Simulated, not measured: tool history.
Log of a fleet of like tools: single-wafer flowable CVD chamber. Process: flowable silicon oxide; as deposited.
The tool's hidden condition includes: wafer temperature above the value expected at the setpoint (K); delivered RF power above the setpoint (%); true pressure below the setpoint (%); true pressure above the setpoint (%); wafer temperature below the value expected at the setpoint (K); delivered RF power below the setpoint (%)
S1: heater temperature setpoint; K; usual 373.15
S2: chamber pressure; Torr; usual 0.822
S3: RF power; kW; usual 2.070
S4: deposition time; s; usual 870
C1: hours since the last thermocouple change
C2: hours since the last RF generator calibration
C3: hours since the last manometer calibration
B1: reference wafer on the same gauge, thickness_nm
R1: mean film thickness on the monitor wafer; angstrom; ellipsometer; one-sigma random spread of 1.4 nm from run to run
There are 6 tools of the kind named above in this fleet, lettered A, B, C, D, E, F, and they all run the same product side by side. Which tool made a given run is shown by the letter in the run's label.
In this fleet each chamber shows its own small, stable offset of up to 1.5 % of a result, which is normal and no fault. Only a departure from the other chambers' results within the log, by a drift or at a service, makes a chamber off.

Run 1D, hour 4.8: usual settings; C1 1094.0; C2 993.0; C3 1542.3; B1 450.65. Result: R1 5497.6 angstrom.
Run 2B, hour 13.3: usual settings; C1 415.3; C2 94.7; C3 492.0; B1 451.20. Result: R1 5521.7 angstrom.
Run 3A, hour 22.8: usual settings; C1 2147.1; C2 629.2; C3 1072.0; B1 450.67. Result: R1 5529.7 angstrom.
Run 4E, hour 27.3: usual settings; C1 972.1; C2 426.5; C3 2209.4; B1 450.73. Result: R1 5437.0 angstrom.
Run 5C, hour 32.2: usual settings; C1 1853.1; C2 770.5; C3 1522.1; B1 450.82. Result: R1 5472.4 angstrom.
Run 6F, hour 39.0: usual settings; C1 719.2; C2 336.9; C3 914.8; B1 451.04. Result: R1 5487.2 angstrom.
Run 7C, hour 47.2: usual settings; C1 1868.1; C2 785.5; C3 1537.1; B1 450.88. Result: R1 5489.5 angstrom.
At hour 53.7: chamber C: RF generator calibrated.
Run 8A, hour 54.9: usual settings; C1 2179.2; C2 661.3; C3 1104.1; B1 451.00. Result: R1 5542.8 angstrom.
Run 9B, hour 61.6: usual settings; C1 463.6; C2 143.0; C3 540.3; B1 450.86. Result: R1 5536.4 angstrom.
Run 10F, hour 67.6: usual settings; C1 747.8; C2 365.5; C3 943.4; B1 451.12. Result: R1 5468.3 angstrom.
Run 11E, hour 73.5: usual settings; C1 1018.3; C2 472.7; C3 2255.6; B1 451.17. Result: R1 5469.0 angstrom.
Run 12D, hour 82.8: usual settings; C1 1172.0; C2 1071.0; C3 1620.3; B1 450.92. Result: R1 5494.0 angstrom.
Run 13D, hour 91.7: usual settings; C1 1180.9; C2 1079.9; C3 1629.2; B1 450.94. Result: R1 5485.5 angstrom.
Run 14E, hour 100.2: usual settings; C1 1045.0; C2 499.4; C3 2282.3; B1 451.08. Result: R1 5454.5 angstrom.
Run 15C, hour 109.1: usual settings; C1 1930.0; C2 55.5; C3 1599.0; B1 450.97. Result: R1 5489.1 angstrom.
Run 16B, hour 115.6: usual settings; C1 517.6; C2 197.0; C3 594.3; B1 451.15. Result: R1 5507.3 angstrom.
Run 17A, hour 120.3: usual settings; C1 2244.6; C2 726.7; C3 1169.5; B1 450.80. Result: R1 5550.8 angstrom.
Run 18F, hour 127.1: usual settings; C1 807.3; C2 425.0; C3 1002.9; B1 451.05. Result: R1 5467.6 angstrom.
Run 19D, hour 135.2: usual settings; C1 1224.4; C2 1123.4; C3 1672.7; B1 450.84. Result: R1 5477.0 angstrom.
Run 20B, hour 140.7: usual settings; C1 542.7; C2 222.1; C3 619.4; B1 450.93. Result: R1 5521.9 angstrom.
At hour 148.6: chamber D: RF generator calibrated.
Run 21A, hour 149.3: usual settings; C1 2273.6; C2 755.7; C3 1198.5; B1 450.81. Result: R1 5543.8 angstrom.
Run 22C, hour 158.4: usual settings; C1 1979.3; C2 104.8; C3 1648.3; B1 451.08. Result: R1 5519.2 angstrom.
Run 23F, hour 164.9: usual settings; C1 845.1; C2 462.8; C3 1040.7; B1 450.97. Result: R1 5479.4 angstrom.
Run 24E, hour 171.3: usual settings; C1 1116.1; C2 570.5; C3 2353.4; B1 451.10. Result: R1 5438.9 angstrom.
Run 25B, hour 180.6: usual settings; C1 582.6; C2 262.0; C3 659.3; B1 451.35. Result: R1 5515.7 angstrom.
Run 26A, hour 187.3: usual settings but S1 363.15 K, S2 0.902 Torr; C1 2311.6; C2 793.7; C3 1236.5; B1 450.72. Result: R1 8687.2 angstrom.
At hour 193.6: chamber C: capacitance manometer re-zeroed and calibrated.
Run 27E, hour 194.4: usual settings but S1 363.15 K, S2 0.902 Torr; C1 1139.2; C2 593.6; C3 2376.5; B1 450.99. Result: R1 8619.7 angstrom.
Run 28F, hour 203.3: usual settings but S1 363.15 K, S2 0.902 Torr; C1 883.5; C2 501.2; C3 1079.1; B1 451.09. Result: R1 8561.7 angstrom.
Run 29C, hour 212.6: usual settings but S1 363.15 K, S2 0.902 Torr; C1 2033.5; C2 159.0; C3 19.0; B1 450.77. Result: R1 8679.0 angstrom.
Run 30D, hour 218.5: usual settings but S1 363.15 K, S2 0.902 Torr; C1 1307.7; C2 69.9; C3 1756.0; B1 451.10. Result: R1 8642.3 angstrom.
Run 31D, hour 222.8: usual settings but S1 363.15 K, S2 0.902 Torr; C1 1312.0; C2 74.2; C3 1760.3; B1 450.96. Result: R1 8619.4 angstrom.
Run 32A, hour 229.5: usual settings; C1 2353.8; C2 835.9; C3 1278.7; B1 450.91. Result: R1 5547.2 angstrom.
Run 33B, hour 235.6: usual settings; C1 637.6; C2 317.0; C3 714.3; B1 450.91. Result: R1 5531.1 angstrom.
Run 34C, hour 241.5: usual settings; C1 2062.4; C2 187.9; C3 47.9; B1 450.84. Result: R1 5564.2 angstrom.
Run 35E, hour 249.3: usual settings; C1 1194.1; C2 648.5; C3 2431.4; B1 450.93. Result: R1 5451.9 angstrom.
Run 36F, hour 254.8: usual settings but S1 378.15 K; C1 935.0; C2 552.7; C3 1130.6; B1 451.28. Result: R1 4644.3 angstrom.
Run 37C, hour 259.2: usual settings but S1 378.15 K; C1 2080.1; C2 205.6; C3 65.6; B1 450.90. Result: R1 4732.6 angstrom.
Run 38D, hour 263.9: usual settings but S1 378.15 K; C1 1353.1; C2 115.3; C3 1801.4; B1 450.99. Result: R1 4644.7 angstrom.
Run 39F, hour 271.3: usual settings but S1 378.15 K; C1 951.5; C2 569.2; C3 1147.1; B1 451.22. Result: R1 4642.7 angstrom.
Run 40A, hour 276.7: usual settings but S1 378.15 K; C1 2401.0; C2 883.1; C3 1325.9; B1 451.01. Result: R1 4690.3 angstrom.
Run 41B, hour 281.1: usual settings but S1 378.15 K; C1 683.1; C2 362.5; C3 759.8; B1 450.85. Result: R1 4681.3 angstrom.
Run 42E, hour 289.3: usual settings; C1 1234.1; C2 688.5; C3 2471.4; B1 451.18. Result: R1 5475.6 angstrom.
Run 43A, hour 293.8: usual settings; C1 2418.1; C2 900.2; C3 1343.0; B1 451.00. Result: R1 5558.6 angstrom.
Run 44B, hour 299.5: usual settings; C1 701.5; C2 380.9; C3 778.2; B1 451.02. Result: R1 5548.1 angstrom.

The same settings go to every chamber for the next run, one line per chamber below. Forecast the results for each:
Run 45A, hour 306.5: usual settings but S3 1.790 kW. Result: R1 ?.
Run 45B, hour 306.5: usual settings but S3 1.790 kW. Result: R1 ?.
Run 45C, hour 306.5: usual settings but S3 1.790 kW. Result: R1 ?.
Run 45D, hour 306.5: usual settings but S3 1.790 kW. Result: R1 ?.
Run 45E, hour 306.5: usual settings but S3 1.790 kW. Result: R1 ?.
Run 45F, hour 306.5: usual settings but S3 1.790 kW. Result: R1 ?.

run      R1
45A  5372.8
45B  5386.9
45C  5435.6
45D  5314.2
45E  5278.0
45F  5322.2

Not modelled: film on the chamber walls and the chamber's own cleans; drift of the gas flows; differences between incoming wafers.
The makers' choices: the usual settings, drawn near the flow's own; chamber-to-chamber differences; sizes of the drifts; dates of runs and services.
